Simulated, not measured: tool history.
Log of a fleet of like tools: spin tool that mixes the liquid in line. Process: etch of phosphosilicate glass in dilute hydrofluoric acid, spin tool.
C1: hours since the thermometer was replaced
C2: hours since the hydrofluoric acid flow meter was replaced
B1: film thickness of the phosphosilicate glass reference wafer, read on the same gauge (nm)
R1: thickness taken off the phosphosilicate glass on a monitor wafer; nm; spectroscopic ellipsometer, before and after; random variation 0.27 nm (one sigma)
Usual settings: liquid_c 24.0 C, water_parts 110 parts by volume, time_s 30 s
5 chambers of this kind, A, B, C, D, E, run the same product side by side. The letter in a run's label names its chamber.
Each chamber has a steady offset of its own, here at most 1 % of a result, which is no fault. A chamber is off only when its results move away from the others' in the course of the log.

run 1A hour=2.7 | liquid_c=24.0 water_parts=110 time_s=30 | C1=1202.0 C2=781.2 | B1=79.997 | R1=35.595
run 2B hour=7.8 | liquid_c=24.0 water_parts=110 time_s=30 | C1=566.0 C2=454.6 | B1=79.990 | R1=35.359
run 3E hour=12.6 | liquid_c=24.0 water_parts=110 time_s=30 | C1=584.6 C2=1181.3 | B1=80.005 | R1=35.013
run 4C hour=17.4 | liquid_c=24.0 water_parts=110 time_s=30 | C1=1032.1 C2=896.4 | B1=80.002 | R1=35.287
run 5D hour=22.8 | liquid_c=22.5 water_parts=75 time_s=30 | C1=1012.5 C2=789.2 | B1=80.033 | R1=50.826
run 6A hour=26.8 | liquid_c=22.5 water_parts=75 time_s=30 | C1=1226.1 C2=805.3 | B1=80.045 | R1=50.425
run 7D hour=31.7 | liquid_c=22.5 water_parts=75 time_s=30 | C1=1021.4 C2=798.1 | B1=80.021 | R1=49.944
run 8B hour=35.1 | liquid_c=22.5 water_parts=75 time_s=30 | C1=593.3 C2=481.9 | B1=79.997 | R1=50.452
run 9E hour=38.3 | liquid_c=22.5 water_parts=75 time_s=30 | C1=610.3 C2=1207.0 | B1=80.026 | R1=51.602
run 10C hour=41.4 | liquid_c=24.0 water_parts=135 time_s=30 | C1=1056.1 C2=920.4 | B1=79.999 | R1=28.236
run 11D hour=45.3 | liquid_c=24.0 water_parts=135 time_s=30 | C1=1035.0 C2=811.7 | B1=79.971 | R1=27.981
run 12E hour=49.4 | liquid_c=24.0 water_parts=135 time_s=30 | C1=621.4 C2=1218.1 | B1=80.002 | R1=28.032
run 13C hour=53.1 | liquid_c=24.0 water_parts=135 time_s=30 | C1=1067.8 C2=932.1 | B1=80.025 | R1=27.904
run 14B hour=56.8 | liquid_c=24.0 water_parts=135 time_s=30 | C1=615.0 C2=503.6 | B1=79.976 | R1=27.387
run 15A hour=60.6 | liquid_c=24.0 water_parts=110 time_s=30 | C1=1259.9 C2=839.1 | B1=80.008 | R1=35.537
run 16E hour=64.2 | liquid_c=24.0 water_parts=110 time_s=30 | C1=636.2 C2=1232.9 | B1=80.003 | R1=35.601
run 17A hour=67.0 | liquid_c=24.0 water_parts=110 time_s=30 | C1=1266.3 C2=845.5 | B1=80.050 | R1=36.185
run 18C hour=72.7 | liquid_c=24.0 water_parts=110 time_s=30 | C1=1087.4 C2=951.7 | B1=80.026 | R1=35.685
run 19D hour=76.1 | liquid_c=24.0 water_parts=110 time_s=30 | C1=1065.8 C2=842.5 | B1=80.009 | R1=35.266
run 20B hour=79.9 | liquid_c=24.0 water_parts=110 time_s=30 | C1=638.1 C2=526.7 | B1=80.033 | R1=34.792
run 21B hour=83.0 | liquid_c=24.0 water_parts=110 time_s=30 | C1=641.2 C2=529.8 | B1=80.019 | R1=35.103
run 22E hour=88.3 | liquid_c=24.0 water_parts=110 time_s=30 | C1=660.3 C2=1257.0 | B1=80.035 | R1=35.264
run 23D hour=92.9 | liquid_c=24.0 water_parts=110 time_s=30 | C1=1082.6 C2=859.3 | B1=80.048 | R1=35.312
run 24A hour=98.4 | liquid_c=24.0 water_parts=110 time_s=30 | C1=1297.7 C2=876.9 | B1=80.019 | R1=35.410
run 25C hour=101.6 | liquid_c=24.0 water_parts=110 time_s=30 | C1=1116.3 C2=980.6 | B1=79.967 | R1=35.878
run 26E hour=106.4 | liquid_c=24.0 water_parts=110 time_s=30 | C1=678.4 C2=1275.1 | B1=79.995 | R1=35.340
run 27D hour=111.6 | liquid_c=24.0 water_parts=110 time_s=30 | C1=1101.3 C2=878.0 | B1=80.018 | R1=34.907
run 28A hour=116.8 | liquid_c=24.0 water_parts=110 time_s=30 | C1=1316.1 C2=895.3 | B1=79.954 | R1=35.420
run 29B hour=121.5 | liquid_c=24.0 water_parts=150 time_s=30 | C1=679.7 C2=568.3 | B1=80.015 | R1=24.021
run 30C hour=125.7 | liquid_c=24.0 water_parts=150 time_s=30 | C1=1140.4 C2=1004.7 | B1=80.037 | R1=25.089
run 31D hour=130.7 | liquid_c=24.0 water_parts=150 time_s=30 | C1=1120.4 C2=897.1 | B1=80.047 | R1=24.491
run 32B hour=133.4 | liquid_c=24.0 water_parts=150 time_s=30 | C1=691.6 C2=580.2 | B1=80.034 | R1=23.954
run 33C hour=137.5 | liquid_c=24.0 water_parts=150 time_s=30 | C1=1152.2 C2=1016.5 | B1=79.995 | R1=24.824
run 34A hour=142.8 | liquid_c=24.0 water_parts=110 time_s=30 | C1=1342.1 C2=921.3 | B1=79.975 | R1=35.310
run 35E hour=147.6 | liquid_c=27.5 water_parts=160 time_s=30 | C1=719.6 C2=1316.3 | B1=79.972 | R1=26.414

Next, every chamber runs the same settings. What will each give?
run 36A hour=151.8 | liquid_c=24.0 water_parts=70 time_s=30 | R1=?
run 36B hour=151.8 | liquid_c=24.0 water_parts=70 time_s=30 | R1=?
run 36C hour=151.8 | liquid_c=24.0 water_parts=70 time_s=30 | R1=?
run 36D hour=151.8 | liquid_c=24.0 water_parts=70 time_s=30 | R1=?
run 36E hour=151.8 | liquid_c=24.0 water_parts=70 time_s=30 | R1=?

run=36A R1=58.758
run=36B R1=55.454
run=36C R1=59.571
run=36D R1=57.752
run=36E R1=58.644
